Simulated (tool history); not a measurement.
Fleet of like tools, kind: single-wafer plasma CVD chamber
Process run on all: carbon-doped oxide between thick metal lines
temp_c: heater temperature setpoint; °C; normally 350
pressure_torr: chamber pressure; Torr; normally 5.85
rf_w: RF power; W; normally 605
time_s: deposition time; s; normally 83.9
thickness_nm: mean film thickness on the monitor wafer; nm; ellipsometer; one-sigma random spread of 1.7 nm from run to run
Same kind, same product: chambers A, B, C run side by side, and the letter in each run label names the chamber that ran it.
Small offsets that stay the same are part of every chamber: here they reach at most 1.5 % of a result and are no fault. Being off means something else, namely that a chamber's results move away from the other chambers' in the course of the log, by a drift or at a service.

| run | hour | temp_c | pressure_torr | rf_w | time_s | read-back reference wafer on the same gauge, thickness_nm | thickness_nm |
|---|---|---|---|---|---|---|---|
| 1A | 3.9 | 350 | 5.85 | 605 | 83.9 | 557.78 | 492.71 |
| 2B | 9.3 | 350 | 5.85 | 605 | 83.9 | 557.97 | 482.93 |
| 3C | 14.2 | 350 | 5.85 | 605 | 83.9 | 558.15 | 489.1 |
| 4A | 18.3 | 350 | 5.85 | 605 | 83.9 | 557.54 | 491.53 |
| 5C | 22.4 | 350 | 5.85 | 710 | 83.9 | 557.9 | 537.59 |
| 6B | 26.1 | 350 | 5.85 | 710 | 83.9 | 558.13 | 534.6 |
| 7C | 31.2 | 350 | 5.85 | 710 | 83.9 | 557.57 | 535.82 |
| 8B | 37.3 | 350 | 5.85 | 605 | 83.9 | 557.65 | 482.77 |
| 9A | 42.3 | 355 | 5.85 | 605 | 75.5 | 558.01 | 436.76 |
| 10A | 47.5 | 355 | 5.85 | 605 | 75.5 | 557.91 | 436.61 |
| 11B | 51.6 | 355 | 5.85 | 605 | 75.5 | 558.21 | 430.9 |
| 12C | 57.8 | 350 | 5.85 | 605 | 83.9 | 557.97 | 488.37 |
| 13A | 63.3 | 361 | 5.85 | 605 | 83.9 | 558.15 | 478.02 |
| 14C | 68.7 | 361 | 5.85 | 605 | 83.9 | 557.92 | 476.38 |
| 15B | 72.9 | 361 | 5.85 | 605 | 83.9 | 558.32 | 472.4 |
| 16B | 79.1 | 350 | 5.85 | 605 | 83.9 | 557.78 | 480.45 |
| 17C | 84.4 | 350 | 5.85 | 605 | 83.9 | 557.7 | 487.17 |
| 18A | 87.4 | 350 | 5.85 | 605 | 83.9 | 557.96 | 491 |
| 19B | 92.9 | 350 | 5.85 | 605 | 83.9 | 558.06 | 482.89 |
| 20C | 97.5 | 350 | 5.85 | 605 | 83.9 | 557.54 | 490.17 |
| 21A | 103.3 | 350 | 5.85 | 605 | 83.9 | 557.56 | 490.36 |
| 22B | 108.9 | 350 | 5.85 | 605 | 83.9 | 558.04 | 481.74 |
| 23A | 115 | 350 | 5.85 | 605 | 83.9 | 558.08 | 490.6 |
| 24C | 118.6 | 350 | 5.85 | 605 | 83.9 | 557.73 | 486.74 |
| 25A | 122.4 | 350 | 5.85 | 605 | 83.9 | 558.37 | 490.94 |
| 26C | 128.2 | 350 | 5.85 | 570 | 93.6 | 557.87 | 525.7 |
| 27B | 132.5 | 350 | 5.85 | 570 | 93.6 | 557.95 | 515.97 |
| 28A | 138.5 | 350 | 5.85 | 570 | 93.6 | 557.97 | 529.11 |
| 29C | 142.2 | 350 | 5.85 | 605 | 83.9 | 557.84 | 490.07 |
| 30B | 148.3 | 350 | 5.85 | 605 | 83.9 | 558.18 | 479.57 |
| 31C | 151.8 | 350 | 5.85 | 605 | 83.9 | 558.02 | 486.99 |
| 32A | 155.9 | 350 | 5.85 | 605 | 83.9 | 557.82 | 491.65 |
| 33B | 162.1 | 350 | 5.85 | 690 | 83.9 | 557.63 | 518.94 |
| 34C | 167.7 | 350 | 5.85 | 690 | 83.9 | 557.73 | 528.67 |
| 35A | 171.5 | 350 | 5.85 | 690 | 83.9 | 558.15 | 535.39 |
| 36B | 177.9 | 350 | 5.85 | 605 | 83.9 | 557.67 | 479.8 |
| 37B | 181.8 | 350 | 5.85 | 605 | 83.9 | 557.63 | 481.48 |
| 38A | 187.6 | 350 | 5.85 | 605 | 83.9 | 558.06 | 490.7 |
| 39C | 191.3 | 350 | 5.85 | 605 | 83.9 | 558.02 | 487.42 |
| 40C | 195.6 | 350 | 5.85 | 605 | 83.9 | 558.2 | 489.57 |

The same settings go to every chamber for the next run, one line per chamber below. Forecast the results for each:
| 41A | 200.2 | 350 | 5.85 | 605 | 83.9 |  | ? |
| 41B | 200.2 | 350 | 5.85 | 605 | 83.9 |  | ? |
| 41C | 200.2 | 350 | 5.85 | 605 | 83.9 |  | ? |

| run | thickness_nm |
|---|---|
| 41A | 492.43 |
| 41B | 477.95 |
| 41C | 488.54 |
